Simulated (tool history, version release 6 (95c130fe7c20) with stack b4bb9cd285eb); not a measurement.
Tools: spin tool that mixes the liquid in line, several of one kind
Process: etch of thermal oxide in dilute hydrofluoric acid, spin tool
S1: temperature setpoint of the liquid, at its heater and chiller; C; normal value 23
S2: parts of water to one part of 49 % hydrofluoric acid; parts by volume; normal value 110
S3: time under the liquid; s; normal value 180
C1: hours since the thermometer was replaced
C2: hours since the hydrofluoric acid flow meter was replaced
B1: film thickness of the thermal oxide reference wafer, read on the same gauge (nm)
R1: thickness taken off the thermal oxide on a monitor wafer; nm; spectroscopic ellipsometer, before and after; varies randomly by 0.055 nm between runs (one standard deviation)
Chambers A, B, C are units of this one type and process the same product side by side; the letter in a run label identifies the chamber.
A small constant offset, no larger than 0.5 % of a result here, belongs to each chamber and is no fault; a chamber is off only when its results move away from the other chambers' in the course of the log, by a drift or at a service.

{"run": "1B", "hour": 15.1, "S1": 23, "S2": 110, "S3": 180, "C1": 1129.0, "C2": 928.7, "B1": 79.995, "R1": 7.3861}
{"run": "2C", "hour": 30.4, "S1": 23, "S2": 110, "S3": 180, "C1": 1111.4, "C2": 1787.4, "B1": 79.98, "R1": 7.3193}
{"hour": 37.0, "done": "chamber A: thermometer replaced"}
{"run": "3A", "hour": 42.0, "S1": 23, "S2": 110, "S3": 180, "C1": 5.0, "C2": 440.7, "B1": 79.993, "R1": 7.461}
{"run": "4B", "hour": 57.4, "S1": 23, "S2": 110, "S3": 180, "C1": 1171.3, "C2": 971.0, "B1": 80.004, "R1": 7.3305}
{"hour": 71.7, "done": "chamber C: hydrofluoric acid flow meter replaced"}
{"run": "5C", "hour": 73.2, "S1": 23, "S2": 110, "S3": 180, "C1": 1154.2, "C2": 1.6, "B1": 80.008, "R1": 7.3865}
{"run": "6A", "hour": 87.2, "S1": 23, "S2": 110, "S3": 180, "C1": 50.2, "C2": 485.9, "B1": 79.992, "R1": 7.3306}
{"run": "7C", "hour": 98.9, "S1": 23, "S2": 110, "S3": 180, "C1": 1179.9, "C2": 27.3, "B1": 79.984, "R1": 7.2043}
{"run": "8B", "hour": 114.4, "S1": 23, "S2": 110, "S3": 120, "C1": 1228.3, "C2": 1028.0, "B1": 79.997, "R1": 4.8235}
{"run": "9A", "hour": 125.4, "S1": 23, "S2": 110, "S3": 120, "C1": 88.4, "C2": 524.1, "B1": 79.996, "R1": 4.913}
{"run": "10B", "hour": 134.1, "S1": 23, "S2": 110, "S3": 120, "C1": 1248.0, "C2": 1047.7, "B1": 80.0, "R1": 4.8594}
{"run": "11C", "hour": 146.5, "S1": 23, "S2": 135, "S3": 230, "C1": 1227.5, "C2": 74.9, "B1": 79.998, "R1": 7.4606}
{"hour": 152.5, "done": "chamber A: hydrofluoric acid flow meter replaced"}
{"run": "12A", "hour": 162.3, "S1": 23, "S2": 135, "S3": 230, "C1": 125.3, "C2": 9.9, "B1": 80.003, "R1": 7.5693}
{"run": "13B", "hour": 175.7, "S1": 23, "S2": 135, "S3": 230, "C1": 1289.6, "C2": 1089.3, "B1": 80.003, "R1": 7.2878}
{"run": "14C", "hour": 192.3, "S1": 23, "S2": 110, "S3": 180, "C1": 1273.3, "C2": 120.7, "B1": 79.989, "R1": 7.4407}
{"run": "15A", "hour": 203.6, "S1": 23, "S2": 110, "S3": 180, "C1": 166.6, "C2": 51.2, "B1": 79.987, "R1": 7.3656}
{"run": "16B", "hour": 214.1, "S1": 23, "S2": 150, "S3": 245, "C1": 1328.0, "C2": 1127.7, "B1": 79.98, "R1": 6.8467}
{"run": "17A", "hour": 226.5, "S1": 23, "S2": 150, "S3": 245, "C1": 189.5, "C2": 74.1, "B1": 79.993, "R1": 7.0776}
{"run": "18C", "hour": 236.5, "S1": 23, "S2": 150, "S3": 245, "C1": 1317.5, "C2": 164.9, "B1": 79.983, "R1": 7.0177}
{"run": "19C", "hour": 249.8, "S1": 23, "S2": 110, "S3": 180, "C1": 1330.8, "C2": 178.2, "B1": 80.005, "R1": 7.2709}
{"run": "20A", "hour": 258.1, "S1": 23, "S2": 145, "S3": 105, "C1": 221.1, "C2": 105.7, "B1": 79.994, "R1": 3.1011}
{"run": "21B", "hour": 268.5, "S1": 23, "S2": 145, "S3": 105, "C1": 1382.4, "C2": 1182.1, "B1": 80.007, "R1": 3.0318}
{"run": "22A", "hour": 281.2, "S1": 23, "S2": 145, "S3": 105, "C1": 244.2, "C2": 128.8, "B1": 79.974, "R1": 3.1301}
{"run": "23C", "hour": 291.3, "S1": 23, "S2": 110, "S3": 180, "C1": 1372.3, "C2": 219.7, "B1": 80.009, "R1": 7.2896}
{"run": "24B", "hour": 299.6, "S1": 23, "S2": 110, "S3": 180, "C1": 1413.5, "C2": 1213.2, "B1": 80.012, "R1": 7.1129}
{"run": "25B", "hour": 312.8, "S1": 23, "S2": 70, "S3": 260, "C1": 1426.7, "C2": 1226.4, "B1": 80.008, "R1": 17.001}
{"run": "26C", "hour": 327.3, "S1": 23, "S2": 70, "S3": 260, "C1": 1408.3, "C2": 255.7, "B1": 80.001, "R1": 17.425}
{"run": "27A", "hour": 336.3, "S1": 23, "S2": 70, "S3": 260, "C1": 299.3, "C2": 183.9, "B1": 79.99, "R1": 17.484}
{"run": "28B", "hour": 349.8, "S1": 23, "S2": 110, "S3": 180, "C1": 1463.7, "C2": 1263.4, "B1": 79.983, "R1": 7.1545}
{"run": "29C", "hour": 358.6, "S1": 23, "S2": 110, "S3": 180, "C1": 1439.6, "C2": 287.0, "B1": 80.012, "R1": 7.3131}
{"run": "30A", "hour": 366.8, "S1": 23, "S2": 110, "S3": 180, "C1": 329.8, "C2": 214.4, "B1": 79.993, "R1": 7.328}
{"run": "31C", "hour": 380.3, "S1": 21, "S2": 110, "S3": 180, "C1": 1461.3, "C2": 308.7, "B1": 79.995, "R1": 6.7302}
{"run": "32A", "hour": 395.3, "S1": 21, "S2": 110, "S3": 180, "C1": 358.3, "C2": 242.9, "B1": 79.979, "R1": 6.8539}
{"run": "33B", "hour": 408.9, "S1": 21, "S2": 110, "S3": 180, "C1": 1522.8, "C2": 1322.5, "B1": 79.989, "R1": 6.4167}
{"run": "34C", "hour": 423.0, "S1": 23, "S2": 110, "S3": 180, "C1": 1504.0, "C2": 351.4, "B1": 79.968, "R1": 7.3609}

Does one chamber stand apart from the rest, does the shared gauge drift, or is all well apart from small per-chamber offsets? Give the chamber and the most likely cause, where there is one.

It is chamber B that slowly wanders off from its peers.
What lies behind it: hydrofluoric acid flow below the setpoint (%) = 4.86.
Not necessarily distinguishable in this log from: liquid colder than its thermometer reads (K).

Here are 4 candidates for chamber B's next run, each the usual settings with a change, their results left as question marks. Which one brings its results back in line with what the others give on the usual settings?
To be in line, a result may differ from the other chambers' mean on the usual settings by at most: R1 0.1900 nm
{"run": "35B-1", "hour": 434.8, "S1": 23.0, "S2": 100, "S3": 180, "R1": "?"}
{"run": "35B-2", "hour": 434.8, "S1": 23.0, "S2": 110, "S3": 190, "R1": "?"}
{"run": "35B-3", "hour": 434.8, "S1": 23.0, "S2": 115, "S3": 170, "R1": "?"}
{"run": "35B-4", "hour": 434.8, "S1": 21.5, "S2": 110, "S3": 180, "R1": "?"}

The mean the other chambers reach with the usual settings: R1 7.3842 nm
run=35B-1 R1=7.7521
run=35B-2 R1=7.3349
run=35B-3 R1=6.2342
run=35B-4 R1=6.5403
With 35B-2, the chamber falls back in line with the rest.
